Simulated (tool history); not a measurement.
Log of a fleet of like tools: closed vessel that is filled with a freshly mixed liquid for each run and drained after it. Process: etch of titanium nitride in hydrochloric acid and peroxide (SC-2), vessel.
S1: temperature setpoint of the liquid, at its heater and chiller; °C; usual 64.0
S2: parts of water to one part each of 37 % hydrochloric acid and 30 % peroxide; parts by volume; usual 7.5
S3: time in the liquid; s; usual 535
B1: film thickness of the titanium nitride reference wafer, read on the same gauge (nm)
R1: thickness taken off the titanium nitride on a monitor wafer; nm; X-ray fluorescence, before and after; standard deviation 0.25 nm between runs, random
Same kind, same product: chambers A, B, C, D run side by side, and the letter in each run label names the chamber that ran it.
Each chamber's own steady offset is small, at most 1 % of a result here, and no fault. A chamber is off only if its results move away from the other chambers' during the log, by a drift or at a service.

| run | hour | S1 | S2 | S3 | B1 | R1 |
|---|---|---|---|---|---|---|
| 1A | 6.3 | 64.0 | 7.5 | 535 | 50.001 | 37.611 |
| 2B | 13.8 | 64.0 | 7.5 | 535 | 50.003 | 37.238 |
|  | 18.1 | chamber C: new drum of peroxide connected |
| 3C | 19.2 | 64.0 | 7.5 | 535 | 49.989 | 37.443 |
| 4D | 25.8 | 64.0 | 7.5 | 535 | 50.010 | 37.564 |
|  | 30.2 | chamber D: chemicals flow meter replaced |
| 5C | 32.0 | 64.0 | 7.5 | 535 | 50.001 | 37.335 |
| 6B | 37.4 | 60.5 | 7.5 | 535 | 49.998 | 30.473 |
| 7D | 43.9 | 60.5 | 7.5 | 535 | 50.004 | 30.320 |
| 8A | 52.4 | 60.5 | 7.5 | 535 | 50.010 | 30.137 |
| 9D | 56.8 | 60.5 | 7.5 | 535 | 49.992 | 30.190 |
| 10B | 61.1 | 64.0 | 7.5 | 535 | 49.979 | 37.368 |
| 11A | 69.0 | 64.0 | 7.5 | 535 | 49.997 | 37.681 |
| 12C | 73.4 | 64.0 | 4.0 | 770 | 50.010 | 85.028 |
| 13D | 77.8 | 64.0 | 4.0 | 770 | 49.998 | 85.424 |
| 14B | 85.1 | 64.0 | 4.0 | 770 | 50.002 | 84.462 |
| 15C | 91.9 | 64.0 | 4.0 | 770 | 49.983 | 86.352 |
| 16A | 99.2 | 64.0 | 7.5 | 535 | 50.012 | 37.629 |
| 17D | 106.1 | 64.0 | 7.5 | 535 | 50.003 | 36.102 |
| 18C | 113.1 | 64.0 | 7.5 | 535 | 49.997 | 37.500 |
| 19A | 117.3 | 64.0 | 7.5 | 535 | 49.989 | 37.859 |
| 20B | 121.4 | 60.0 | 7.5 | 750 | 50.002 | 41.321 |
| 21D | 126.0 | 60.0 | 7.5 | 750 | 49.991 | 39.308 |
| 22A | 129.7 | 60.0 | 7.5 | 750 | 50.016 | 41.094 |
| 23C | 137.3 | 60.0 | 7.5 | 750 | 50.015 | 40.541 |
| 24B | 144.6 | 64.0 | 7.5 | 535 | 50.002 | 37.845 |
| 25B | 152.6 | 64.0 | 7.5 | 535 | 49.981 | 37.949 |
| 26A | 160.6 | 64.0 | 7.5 | 535 | 49.995 | 37.951 |
| 27C | 168.0 | 64.0 | 11.0 | 245 | 50.013 | 12.309 |
| 28D | 175.4 | 64.0 | 11.0 | 245 | 50.015 | 11.767 |
| 29D | 179.1 | 64.0 | 11.0 | 245 | 50.010 | 11.616 |
| 30A | 183.2 | 64.0 | 11.0 | 245 | 50.014 | 12.509 |

Is one chamber off against the others, does the gauge drift, or is nothing wrong? If a chamber is off, say which, and what the likeliest cause is.

It is chamber D that slowly wanders off from its peers.
Likeliest cause: liquid colder than its thermometer reads (K) = 1.05.
From this log alone, it may not be told apart from: peroxide weaker than its label (%).

Which of the 4 candidates below, each the usual settings with something changed and its results left as question marks, puts chamber D back in line with what the other chambers give on the usual settings?
In line here means within this much of the mean the other chambers give on the usual settings: R1 0.880 nm
| 31D-1 | 189.2 | 64.0 | 7.5 | 520 |  | ? |
| 31D-2 | 189.2 | 64.0 | 7.5 | 545 |  | ? |
| 31D-3 | 189.2 | 63.5 | 7.5 | 520 |  | ? |
| 31D-4 | 189.2 | 64.5 | 7.5 | 555 |  | ? |

The mean the other chambers reach with the usual settings: R1 37.535 nm
| run | R1 |
|---|---|
| 31D-1 | 34.075 |
| 31D-2 | 35.714 |
| 31D-3 | 33.040 |
| 31D-4 | 37.482 |
The right change is 31D-4: it brings the chamber back within the allowed miss of the others.
